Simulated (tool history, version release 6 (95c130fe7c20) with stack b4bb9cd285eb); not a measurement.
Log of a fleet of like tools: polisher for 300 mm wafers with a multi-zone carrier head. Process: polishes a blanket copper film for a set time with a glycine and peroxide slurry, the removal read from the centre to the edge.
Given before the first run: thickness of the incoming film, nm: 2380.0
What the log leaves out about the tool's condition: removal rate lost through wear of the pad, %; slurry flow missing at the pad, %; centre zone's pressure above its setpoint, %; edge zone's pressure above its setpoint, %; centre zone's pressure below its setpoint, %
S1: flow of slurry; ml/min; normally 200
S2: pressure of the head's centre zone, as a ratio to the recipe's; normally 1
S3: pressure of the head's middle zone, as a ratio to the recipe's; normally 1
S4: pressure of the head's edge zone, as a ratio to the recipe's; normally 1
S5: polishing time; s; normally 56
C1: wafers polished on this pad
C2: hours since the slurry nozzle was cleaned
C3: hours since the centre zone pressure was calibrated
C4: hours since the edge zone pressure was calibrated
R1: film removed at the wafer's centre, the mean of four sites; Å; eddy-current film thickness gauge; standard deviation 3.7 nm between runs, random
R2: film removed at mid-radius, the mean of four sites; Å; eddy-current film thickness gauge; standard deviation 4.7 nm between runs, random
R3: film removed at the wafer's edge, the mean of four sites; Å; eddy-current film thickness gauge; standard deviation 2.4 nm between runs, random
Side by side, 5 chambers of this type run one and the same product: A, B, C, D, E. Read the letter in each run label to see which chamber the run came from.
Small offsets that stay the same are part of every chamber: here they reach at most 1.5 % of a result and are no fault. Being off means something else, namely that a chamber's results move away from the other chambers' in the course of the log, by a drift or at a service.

{"run": "1A", "day": 0.242, "S1": 200, "S2": 1, "S3": 1, "S4": 1, "S5": 56, "C1": 544, "C2": 496.7, "C3": 443.6, "C4": 322.9, "R1": 3857.9, "R2": 3819.3, "R3": 3866}
{"day": 0.392, "done": "chamber D: worn pad replaced by a new one"}
{"run": "2E", "day": 0.508, "S1": 200, "S2": 1, "S3": 1, "S4": 1, "S5": 56, "C1": 326, "C2": 235.9, "C3": 314.5, "C4": 462.1, "R1": 3761.3, "R2": 3792.1, "R3": 3803.1}
{"day": 0.575, "done": "chamber B: centre zone pressure recalibrated"}
{"day": 0.804, "done": "chamber B: slurry nozzle cleaned"}
{"run": "3C", "day": 0.879, "S1": 200, "S2": 1, "S3": 1, "S4": 1, "S5": 56, "C1": 354, "C2": 108.3, "C3": 180.9, "C4": 1197, "R1": 3823.3, "R2": 3824.2, "R3": 3849}
{"run": "4D", "day": 1.404, "S1": 200, "S2": 1, "S3": 1, "S4": 1, "S5": 56, "C1": 236, "C2": 684.5, "C3": 179.1, "C4": 840, "R1": 3821.2, "R2": 3838.4, "R3": 3881.1}
{"run": "5B", "day": 1.871, "S1": 200, "S2": 1, "S3": 1, "S4": 1, "S5": 56, "C1": 1090, "C2": 25.7, "C3": 31.1, "C4": 1196.9, "R1": 3856.9, "R2": 3866.2, "R3": 3844.5}
{"day": 2.004, "done": "chamber A: centre zone pressure recalibrated"}
{"day": 2.167, "done": "chamber E: worn pad replaced by a new one"}
{"run": "6A", "day": 2.258, "S1": 200, "S2": 1, "S3": 1, "S4": 1, "S5": 56, "C1": 1013, "C2": 545.1, "C3": 6.1, "C4": 371.3, "R1": 3863.4, "R2": 3845.6, "R3": 3826.4}
{"run": "7B", "day": 2.504, "S1": 200, "S2": 1, "S3": 1, "S4": 1, "S5": 56, "C1": 1237, "C2": 40.9, "C3": 46.3, "C4": 1212.1, "R1": 3936.5, "R2": 3724.9, "R3": 3827.8}
{"day": 2.588, "done": "chamber E: centre zone pressure recalibrated"}
{"run": "8C", "day": 2.988, "S1": 200, "S2": 1, "S3": 1, "S4": 1, "S5": 56, "C1": 844, "C2": 158.9, "C3": 231.5, "C4": 1247.6, "R1": 3810.3, "R2": 3701.9, "R3": 3809.7}
{"day": 3.117, "done": "chamber A: worn pad replaced by a new one"}
{"day": 3.138, "done": "chamber D: worn pad replaced by a new one"}
{"run": "9D", "day": 3.246, "S1": 200, "S2": 1, "S3": 1, "S4": 1, "S5": 56, "C1": 26, "C2": 728.7, "C3": 223.3, "C4": 884.2, "R1": 3857.9, "R2": 3830.4, "R3": 3830.4}
{"run": "10E", "day": 3.679, "S1": 200, "S2": 1, "S3": 1, "S4": 1, "S5": 56, "C1": 351, "C2": 312, "C3": 26.2, "C4": 538.2, "R1": 3832.7, "R2": 3821, "R3": 3792.2}
{"day": 3.817, "done": "chamber B: worn pad replaced by a new one"}
{"day": 4.017, "done": "chamber C: worn pad replaced by a new one"}
{"run": "11A", "day": 4.192, "S1": 200, "S2": 1, "S3": 1, "S4": 1, "S5": 56, "C1": 250, "C2": 591.5, "C3": 52.5, "C4": 417.7, "R1": 3780.5, "R2": 3862.3, "R3": 3789.6}
{"day": 4.488, "done": "chamber C: edge zone pressure recalibrated"}
{"run": "12C", "day": 4.512, "S1": 200, "S2": 1, "S3": 1, "S4": 1, "S5": 56, "C1": 115, "C2": 195.5, "C3": 268.1, "C4": 0.7, "R1": 3874.8, "R2": 3843.3, "R3": 3839}
{"run": "13B", "day": 4.933, "S1": 200, "S2": 1, "S3": 1, "S4": 1, "S5": 56, "C1": 260, "C2": 99.2, "C3": 104.6, "C4": 1270.4, "R1": 3858, "R2": 3927, "R3": 3850.4}
{"run": "14E", "day": 5.288, "S1": 200, "S2": 1, "S3": 1, "S4": 1, "S5": 56, "C1": 725, "C2": 350.6, "C3": 64.8, "C4": 576.8, "R1": 3792.2, "R2": 3845.4, "R3": 3736.2}
{"day": 5.325, "done": "chamber C: slurry nozzle cleaned"}
{"day": 5.554, "done": "chamber E: worn pad replaced by a new one"}
{"run": "15D", "day": 5.692, "S1": 200, "S2": 1, "S3": 1, "S4": 1, "S5": 56, "C1": 594, "C2": 787.4, "C3": 282, "C4": 942.9, "R1": 3797.5, "R2": 3783.4, "R3": 3800}
{"run": "16E", "day": 6.196, "S1": 200, "S2": 1.12, "S3": 1, "S4": 1.04, "S5": 56, "C1": 150, "C2": 372.4, "C3": 86.6, "C4": 598.6, "R1": 4322.5, "R2": 3810.2, "R3": 3842.3}
{"day": 6.342, "done": "chamber D: worn pad replaced by a new one"}
{"run": "17A", "day": 6.662, "S1": 200, "S2": 1.12, "S3": 1, "S4": 1.04, "S5": 56, "C1": 824, "C2": 650.8, "C3": 111.8, "C4": 477, "R1": 4408.4, "R2": 3849.2, "R3": 3868.6}
{"run": "18C", "day": 6.992, "S1": 200, "S2": 1.12, "S3": 1, "S4": 1.04, "S5": 56, "C1": 691, "C2": 40.1, "C3": 327.6, "C4": 60.2, "R1": 4365.7, "R2": 3798.7, "R3": 3928.8}
{"day": 7.262, "done": "chamber A: worn pad replaced by a new one"}
{"run": "19D", "day": 7.408, "S1": 200, "S2": 1.12, "S3": 1, "S4": 1.04, "S5": 56, "C1": 248, "C2": 828.6, "C3": 323.2, "C4": 984.1, "R1": 4387.3, "R2": 3836.3, "R3": 3880.4}
{"day": 7.412, "done": "chamber D: slurry nozzle cleaned"}
{"run": "20B", "day": 7.692, "S1": 200, "S2": 1.12, "S3": 1, "S4": 1.04, "S5": 56, "C1": 901, "C2": 165.4, "C3": 170.8, "C4": 1336.6, "R1": 4406.3, "R2": 3898.5, "R3": 3936.4}
{"run": "21E", "day": 8.058, "S1": 200, "S2": 1, "S3": 1, "S4": 1, "S5": 56, "C1": 582, "C2": 417.1, "C3": 131.3, "C4": 643.3, "R1": 3723.7, "R2": 3811.3, "R3": 3699.9}
{"day": 8.567, "done": "chamber C: worn pad replaced by a new one"}
{"run": "22A", "day": 8.571, "S1": 200, "S2": 1, "S3": 1, "S4": 1, "S5": 56, "C1": 304, "C2": 696.6, "C3": 157.6, "C4": 522.8, "R1": 3818.8, "R2": 3816.1, "R3": 3863.8}
{"day": 8.65, "done": "chamber B: edge zone pressure recalibrated"}
{"day": 8.696, "done": "chamber E: worn pad replaced by a new one"}
{"run": "23C", "day": 9.029, "S1": 200, "S2": 1, "S3": 1, "S4": 1, "S5": 56, "C1": 108, "C2": 89, "C3": 376.5, "C4": 109.1, "R1": 3872.2, "R2": 3792.9, "R3": 3826.4}
{"day": 9.079, "done": "chamber D: worn pad replaced by a new one"}
{"day": 9.5, "done": "chamber A: slurry nozzle cleaned"}
{"run": "24B", "day": 9.583, "S1": 200, "S2": 1, "S3": 1, "S4": 1, "S5": 56, "C1": 1340, "C2": 210.8, "C3": 216.2, "C4": 22.5, "R1": 3817.4, "R2": 3808.4, "R3": 3876.2}
{"run": "25D", "day": 10.117, "S1": 200, "S2": 0.96, "S3": 1, "S4": 1.04, "S5": 56, "C1": 241, "C2": 64.9, "C3": 388.2, "C4": 1049.1, "R1": 3682.7, "R2": 3842.8, "R3": 3916.6}
{"day": 10.467, "done": "chamber B: worn pad replaced by a new one"}
{"run": "26E", "day": 10.575, "S1": 200, "S2": 0.96, "S3": 1, "S4": 1.04, "S5": 56, "C1": 436, "C2": 477.5, "C3": 191.7, "C4": 703.7, "R1": 3616.6, "R2": 3787.2, "R3": 3812.7}
{"run": "27C", "day": 10.867, "S1": 200, "S2": 0.96, "S3": 1, "S4": 1.04, "S5": 56, "C1": 535, "C2": 133.1, "C3": 420.6, "C4": 153.2, "R1": 3684.5, "R2": 3835.1, "R3": 3939.6}
{"run": "28A", "day": 11.112, "S1": 200, "S2": 0.96, "S3": 1, "S4": 1.04, "S5": 56, "C1": 895, "C2": 38.8, "C3": 218.6, "C4": 583.8, "R1": 3598.3, "R2": 3781.3, "R3": 3939.3}
{"day": 11.371, "done": "chamber A: worn pad replaced by a new one"}
{"day": 11.562, "done": "chamber E: worn pad replaced by a new one"}
{"run": "29B", "day": 11.588, "S1": 200, "S2": 0.96, "S3": 1, "S4": 1.04, "S5": 56, "C1": 260, "C2": 258.9, "C3": 264.3, "C4": 70.6, "R1": 3729.5, "R2": 3783.7, "R3": 3866.4}
{"run": "30D", "day": 12.025, "S1": 200, "S2": 1, "S3": 1, "S4": 1, "S5": 56, "C1": 685, "C2": 110.7, "C3": 434, "C4": 1094.9, "R1": 3818.5, "R2": 3922.6, "R3": 3824.8}
{"day": 12.396, "done": "chamber D: worn pad replaced by a new one"}
{"run": "31B", "day": 12.538, "S1": 200, "S2": 1, "S3": 1, "S4": 1, "S5": 56, "C1": 481, "C2": 281.7, "C3": 287.1, "C4": 93.4, "R1": 3894.4, "R2": 3828.7, "R3": 3901.7}
{"day": 12.867, "done": "chamber C: worn pad replaced by a new one"}
{"run": "32E", "day": 12.992, "S1": 200, "S2": 1, "S3": 1, "S4": 1, "S5": 56, "C1": 332, "C2": 535.5, "C3": 249.7, "C4": 761.7, "R1": 3689.4, "R2": 3758.3, "R3": 3706.1}
{"day": 13.35, "done": "chamber C: centre zone pressure recalibrated"}
{"run": "33C", "day": 13.546, "S1": 200, "S2": 1, "S3": 1, "S4": 1, "S5": 56, "C1": 158, "C2": 197.4, "C3": 4.8, "C4": 217.5, "R1": 3828.3, "R2": 3889.1, "R3": 3867.3}
{"day": 13.979, "done": "chamber D: edge zone pressure recalibrated"}
{"run": "34D", "day": 14.096, "S1": 200, "S2": 1, "S3": 1.08, "S4": 1, "S5": 56, "C1": 395, "C2": 160.4, "C3": 483.7, "C4": 2.9, "R1": 3812.1, "R2": 4093.8, "R3": 3872.5}
{"run": "35A", "day": 14.542, "S1": 200, "S2": 1, "S3": 1.08, "S4": 1, "S5": 56, "C1": 737, "C2": 121.1, "C3": 300.9, "C4": 666.1, "R1": 3811.9, "R2": 4054.4, "R3": 3827}
{"run": "36A", "day": 14.958, "S1": 200, "S2": 1, "S3": 1.08, "S4": 1, "S5": 56, "C1": 833, "C2": 131.1, "C3": 310.9, "C4": 676.1, "R1": 3807.7, "R2": 4256.4, "R3": 3856.6}

One chamber off, gauge drift, or nothing amiss beyond the chambers' own small offsets? If it is a chamber, which one, and what is the likeliest cause?

One chamber, E, drifts off from the rest bit by bit.
Most likely cause: slurry flow missing at the pad, % = 24.7.

Which of the 4 candidates below, each the usual settings with something changed and its results left as question marks, puts chamber E back in line with what the other chambers give on the usual settings?
In-line tolerance around the mean of the other chambers on the usual settings: R1 130 Å; R2 160 Å; R3 83 Å
{"run": "37E-1", "day": 15.358, "S1": 195, "S2": 0.98, "S3": 1, "S4": 1, "S5": 51, "R1": "?", "R2": "?", "R3": "?"}
{"run": "37E-2", "day": 15.358, "S1": 205, "S2": 1.02, "S3": 1, "S4": 1, "S5": 62, "R1": "?", "R2": "?", "R3": "?"}
{"run": "37E-3", "day": 15.358, "S1": 195, "S2": 0.99, "S3": 1, "S4": 1, "S5": 53, "R1": "?", "R2": "?", "R3": "?"}
{"run": "37E-4", "day": 15.358, "S1": 205, "S2": 1.01, "S3": 1, "S4": 1, "S5": 59, "R1": "?", "R2": "?", "R3": "?"}

On the usual settings, the other chambers give on average: R1 3840.1 Å; R2 3839 Å; R3 3839.3 Å
run=37E-1 R1=3180.8 R2=3283.7 R3=3297
run=37E-2 R1=4082.1 R2=4028.8 R3=4035.5
run=37E-3 R1=3342.4 R2=3412.3 R3=3426.3
run=37E-4 R1=3843.1 R2=3834 R3=3840.2
37E-4 is the one that brings the chamber's results back in line with the other chambers.
